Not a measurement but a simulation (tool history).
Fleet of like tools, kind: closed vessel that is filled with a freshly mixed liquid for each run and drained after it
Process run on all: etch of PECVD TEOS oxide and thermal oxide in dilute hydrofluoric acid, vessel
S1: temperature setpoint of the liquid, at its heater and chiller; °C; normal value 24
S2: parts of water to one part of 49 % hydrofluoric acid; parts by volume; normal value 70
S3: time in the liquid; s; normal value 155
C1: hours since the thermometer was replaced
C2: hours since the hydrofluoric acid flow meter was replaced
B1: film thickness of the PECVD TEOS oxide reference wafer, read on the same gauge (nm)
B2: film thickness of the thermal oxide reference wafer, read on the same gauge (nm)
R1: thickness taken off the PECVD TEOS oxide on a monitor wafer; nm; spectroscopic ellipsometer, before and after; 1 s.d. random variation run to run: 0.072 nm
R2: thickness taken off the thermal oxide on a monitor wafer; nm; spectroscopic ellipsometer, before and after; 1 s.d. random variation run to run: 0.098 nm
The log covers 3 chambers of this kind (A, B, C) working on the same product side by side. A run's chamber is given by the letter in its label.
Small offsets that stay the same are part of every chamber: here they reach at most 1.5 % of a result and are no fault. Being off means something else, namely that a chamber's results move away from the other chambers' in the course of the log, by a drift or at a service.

{"run": "1A", "hour": 9.3, "S1": 24, "S2": 70, "S3": 155, "C1": 598.1, "C2": 122.9, "B1": 39.968, "B2": 50.028, "R1": 19.645, "R2": 10.928}
{"run": "2B", "hour": 17.4, "S1": 24, "S2": 70, "S3": 155, "C1": 825.5, "C2": 1290.5, "B1": 40.003, "B2": 50.01, "R1": 19.659, "R2": 10.946}
{"run": "3C", "hour": 26.9, "S1": 24, "S2": 70, "S3": 155, "C1": 379.3, "C2": 696.9, "B1": 39.986, "B2": 50.018, "R1": 19.739, "R2": 10.972}
{"run": "4B", "hour": 36.4, "S1": 24, "S2": 70, "S3": 155, "C1": 844.5, "C2": 1309.5, "B1": 39.996, "B2": 49.986, "R1": 19.799, "R2": 11.214}
{"hour": 40.1, "done": "chamber B: hydrofluoric acid flow meter replaced"}
{"run": "5A", "hour": 43.3, "S1": 24, "S2": 70, "S3": 155, "C1": 632.1, "C2": 156.9, "B1": 40.036, "B2": 50.023, "R1": 19.559, "R2": 10.896}
{"run": "6C", "hour": 52.2, "S1": 24, "S2": 70, "S3": 155, "C1": 404.6, "C2": 722.2, "B1": 40.014, "B2": 49.98, "R1": 19.835, "R2": 10.801}
{"run": "7B", "hour": 60.6, "S1": 26.5, "S2": 70, "S3": 185, "C1": 868.7, "C2": 20.5, "B1": 40.019, "B2": 49.969, "R1": 25.904, "R2": 14.562}
{"run": "8C", "hour": 69.1, "S1": 26.5, "S2": 70, "S3": 185, "C1": 421.5, "C2": 739.1, "B1": 39.984, "B2": 49.997, "R1": 26.092, "R2": 14.561}
{"run": "9A", "hour": 76.3, "S1": 26.5, "S2": 70, "S3": 185, "C1": 665.1, "C2": 189.9, "B1": 39.991, "B2": 50.004, "R1": 26.028, "R2": 14.284}
{"run": "10B", "hour": 82.7, "S1": 24, "S2": 70, "S3": 155, "C1": 890.8, "C2": 42.6, "B1": 40.009, "B2": 49.975, "R1": 19.749, "R2": 11.138}
{"run": "11A", "hour": 91.0, "S1": 24, "S2": 70, "S3": 155, "C1": 679.8, "C2": 204.6, "B1": 39.978, "B2": 50.048, "R1": 19.615, "R2": 10.791}
{"run": "12C", "hour": 97.5, "S1": 24, "S2": 70, "S3": 155, "C1": 449.9, "C2": 767.5, "B1": 39.972, "B2": 50.009, "R1": 19.737, "R2": 10.873}
{"run": "13C", "hour": 106.2, "S1": 24, "S2": 70, "S3": 155, "C1": 458.6, "C2": 776.2, "B1": 39.998, "B2": 49.992, "R1": 19.76, "R2": 10.837}
{"run": "14B", "hour": 111.1, "S1": 24, "S2": 95, "S3": 65, "C1": 919.2, "C2": 71, "B1": 39.999, "B2": 50.001, "R1": 5.9128, "R2": 3.2526}
{"run": "15A", "hour": 116.2, "S1": 24, "S2": 95, "S3": 65, "C1": 705, "C2": 229.8, "B1": 40.028, "B2": 50.038, "R1": 5.8566, "R2": 3.2696}
{"run": "16B", "hour": 122.6, "S1": 24, "S2": 95, "S3": 65, "C1": 930.7, "C2": 82.5, "B1": 39.981, "B2": 49.964, "R1": 5.9185, "R2": 3.2797}
{"run": "17A", "hour": 127.2, "S1": 24, "S2": 70, "S3": 155, "C1": 716, "C2": 240.8, "B1": 39.988, "B2": 50.052, "R1": 19.764, "R2": 10.75}
{"run": "18C", "hour": 136.7, "S1": 24, "S2": 70, "S3": 95, "C1": 489.1, "C2": 806.7, "B1": 39.973, "B2": 50.046, "R1": 11.951, "R2": 6.6313}
{"run": "19C", "hour": 145.0, "S1": 24, "S2": 70, "S3": 95, "C1": 497.4, "C2": 815, "B1": 39.974, "B2": 50.012, "R1": 12.122, "R2": 6.7326}
{"run": "20A", "hour": 150.6, "S1": 24, "S2": 70, "S3": 95, "C1": 739.4, "C2": 264.2, "B1": 40.024, "B2": 50.008, "R1": 12.079, "R2": 6.7224}
{"run": "21B", "hour": 159.2, "S1": 24, "S2": 70, "S3": 155, "C1": 967.3, "C2": 119.1, "B1": 39.986, "B2": 49.96, "R1": 19.865, "R2": 11.017}
{"run": "22C", "hour": 167.1, "S1": 24, "S2": 70, "S3": 155, "C1": 519.5, "C2": 837.1, "B1": 40.022, "B2": 49.998, "R1": 19.551, "R2": 10.943}
{"run": "23B", "hour": 173.7, "S1": 24, "S2": 70, "S3": 155, "C1": 981.8, "C2": 133.6, "B1": 39.998, "B2": 50.007, "R1": 19.781, "R2": 11.045}
{"run": "24A", "hour": 179.8, "S1": 24, "S2": 70, "S3": 155, "C1": 768.6, "C2": 293.4, "B1": 40.069, "B2": 50.017, "R1": 19.799, "R2": 10.756}
{"hour": 186.6, "done": "chamber C: hydrofluoric acid flow meter replaced"}
{"run": "25A", "hour": 187.9, "S1": 24, "S2": 70, "S3": 155, "C1": 776.7, "C2": 301.5, "B1": 40.065, "B2": 50.029, "R1": 19.678, "R2": 10.815}
{"run": "26C", "hour": 192.8, "S1": 24, "S2": 70, "S3": 155, "C1": 545.2, "C2": 6.3, "B1": 40.029, "B2": 50.001, "R1": 19.673, "R2": 10.702}
{"run": "27B", "hour": 197.8, "S1": 21, "S2": 70, "S3": 155, "C1": 1005.9, "C2": 157.7, "B1": 39.964, "B2": 50.018, "R1": 17.323, "R2": 9.6598}
{"run": "28B", "hour": 204.4, "S1": 21, "S2": 70, "S3": 155, "C1": 1012.5, "C2": 164.3, "B1": 39.97, "B2": 50.008, "R1": 17.292, "R2": 9.7125}
{"run": "29C", "hour": 213.9, "S1": 21, "S2": 70, "S3": 155, "C1": 566.3, "C2": 27.4, "B1": 39.954, "B2": 50.01, "R1": 17.366, "R2": 9.7193}
{"run": "30A", "hour": 223.4, "S1": 24, "S2": 85, "S3": 115, "C1": 812.2, "C2": 337, "B1": 40.035, "B2": 50.008, "R1": 11.698, "R2": 6.5481}
{"run": "31A", "hour": 228.8, "S1": 24, "S2": 85, "S3": 115, "C1": 817.6, "C2": 342.4, "B1": 40.003, "B2": 49.996, "R1": 11.775, "R2": 6.5598}
{"run": "32C", "hour": 237.2, "S1": 24, "S2": 85, "S3": 115, "C1": 589.6, "C2": 50.7, "B1": 39.977, "B2": 49.999, "R1": 11.873, "R2": 6.5665}
{"run": "33B", "hour": 243.3, "S1": 24, "S2": 70, "S3": 155, "C1": 1051.4, "C2": 203.2, "B1": 40.008, "B2": 49.997, "R1": 19.801, "R2": 11.031}
{"run": "34B", "hour": 251.7, "S1": 24, "S2": 70, "S3": 155, "C1": 1059.8, "C2": 211.6, "B1": 39.976, "B2": 50.003, "R1": 19.628, "R2": 10.895}
{"run": "35C", "hour": 260.8, "S1": 24, "S2": 70, "S3": 155, "C1": 613.2, "C2": 74.3, "B1": 40.024, "B2": 50.015, "R1": 19.546, "R2": 10.852}
{"run": "36A", "hour": 268.8, "S1": 24, "S2": 70, "S3": 155, "C1": 857.6, "C2": 382.4, "B1": 40.05, "B2": 50.028, "R1": 19.858, "R2": 10.947}
{"run": "37A", "hour": 276.8, "S1": 24, "S2": 70, "S3": 155, "C1": 865.6, "C2": 390.4, "B1": 40.003, "B2": 49.993, "R1": 19.726, "R2": 10.833}

One chamber off, gauge drift, or nothing amiss beyond the chambers' own small offsets? If it is a chamber, which one, and what is the likeliest cause?

Nothing is wrong: each chamber keeps only its own small, steady offset and the gauge holds still.

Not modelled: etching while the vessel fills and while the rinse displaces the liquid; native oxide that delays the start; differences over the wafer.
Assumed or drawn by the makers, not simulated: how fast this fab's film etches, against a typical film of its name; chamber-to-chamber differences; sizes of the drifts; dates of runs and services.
